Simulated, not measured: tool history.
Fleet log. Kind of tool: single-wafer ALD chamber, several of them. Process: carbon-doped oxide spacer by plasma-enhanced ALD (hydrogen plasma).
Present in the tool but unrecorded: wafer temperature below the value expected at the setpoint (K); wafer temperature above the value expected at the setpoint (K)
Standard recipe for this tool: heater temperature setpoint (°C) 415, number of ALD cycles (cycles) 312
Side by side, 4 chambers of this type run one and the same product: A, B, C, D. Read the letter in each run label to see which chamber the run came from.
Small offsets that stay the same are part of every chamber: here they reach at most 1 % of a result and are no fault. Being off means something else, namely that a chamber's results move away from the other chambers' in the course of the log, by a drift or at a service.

run   hour  heater temperature setpoint (°C)  number of ALD cycles (cycles)  hours since the last thermocouple change  read-back reference wafer on the same gauge, thickness_nm  mean film thickness on the monitor wafer (Å)
 1D    4.8                               415                            312                                    2506.2                                                     15.002                                        149.25
 2A   10.5                               415                            312                                     913.1                                                     14.997                                        150.08
 3B   19.2                               415                            312                                    2110.1                                                     15.012                                        149.51
 4C   27.8                               415                            312                                     785.7                                                     15.008                                        148.76
 5D   31.8                               415                            312                                    2533.2                                                     15.015                                        149.15
 6B   36.1                               415                            312                                    2127.0                                                     15.012                                        149.59
 7C   44.1                               415                            312                                     802.0                                                     15.016                                        149.24
 8A   49.4                               403                            252                                     952.0                                                     15.011                                        126.01
 9B   55.3                               403                            252                                    2146.2                                                     15.023                                        125.28
10A   59.8                               403                            252                                     962.4                                                     15.016                                        126.31
11D   65.5                               403                            252                                    2566.9                                                     15.018                                        125.23
12C   71.1                               415                            312                                     829.0                                                     15.031                                        149.05
13D   80.2                               415                            312                                    2581.6                                                     15.027                                        149.32
14A   87.4                               415                            343                                     990.0                                                     15.040                                        165.47
15B   96.4                               415                            343                                    2187.3                                                     15.037                                        164.72
16C  103.7                               415                            343                                     861.6                                                     15.038                                        164.96
17B  109.5                               415                            343                                    2200.4                                                     15.037                                        164.53
18A  117.8                               415                            312                                    1020.4                                                     15.041                                        150.56
19D  123.0                               415                            312                                    2624.4                                                     15.044                                        149.57
20C  131.0                               415                            312                                     888.9                                                     15.047                                        150.13
21B  136.6                               415                            312                                    2227.5                                                     15.060                                        150.05
22C  144.4                               415                            312                                     902.3                                                     15.058                                        150.15
23A  153.1                               415                            312                                    1055.7                                                     15.051                                        151.03
24D  160.9                               415                            312                                    2662.3                                                     15.059                                        149.65
25B  165.1                               415                            312                                    2256.0                                                     15.061                                        149.54
26A  171.6                               403                            371                                    1074.2                                                     15.062                                        186.05
27C  175.8                               403                            371                                     933.7                                                     15.066                                        185.36
28D  180.6                               403                            371                                    2682.0                                                     15.069                                        184.41
29D  185.7                               403                            371                                    2687.1                                                     15.068                                        184.95
30C  190.0                               415                            312                                     947.9                                                     15.071                                        150.54
31B  194.1                               415                            312                                    2285.0                                                     15.077                                        150.04
32A  201.5                               415                            312                                    1104.1                                                     15.066                                        150.60
33C  208.7                               415                            312                                     966.6                                                     15.077                                        150.30
34D  216.5                               415                            312                                    2717.9                                                     15.088                                        150.08
35B  221.7                               415                            312                                    2312.6                                                     15.085                                        150.22
36A  226.4                               428                            282                                    1129.0                                                     15.087                                        130.87
37D  233.0                               428                            282                                    2734.4                                                     15.086                                        130.37
38C  239.5                               428                            282                                     997.4                                                     15.091                                        130.33
39B  246.3                               428                            282                                    2337.2                                                     15.088                                        130.44
40A  254.1                               415                            312                                    1156.7                                                     15.093                                        150.72
41D  262.3                               415                            312                                    2763.7                                                     15.098                                        149.82
42C  267.3                               401                            369                                    1025.2                                                     15.100                                        185.52
43B  274.4                               401                            369                                    2365.3                                                     15.104                                        186.20

All 4 chambers run these settings next. Forecast each chamber's results:
44A  281.0                               415                            312                                                                                                                                                  ?
44B  281.0                               415                            312                                                                                                                                                  ?
44C  281.0                               415                            312                                                                                                                                                  ?
44D  281.0                               415                            312                                                                                                                                                  ?

run  mean film thickness on the monitor wafer (Å)
44A                                        151.50
44B                                        150.82
44C                                        150.16
44D                                        150.53

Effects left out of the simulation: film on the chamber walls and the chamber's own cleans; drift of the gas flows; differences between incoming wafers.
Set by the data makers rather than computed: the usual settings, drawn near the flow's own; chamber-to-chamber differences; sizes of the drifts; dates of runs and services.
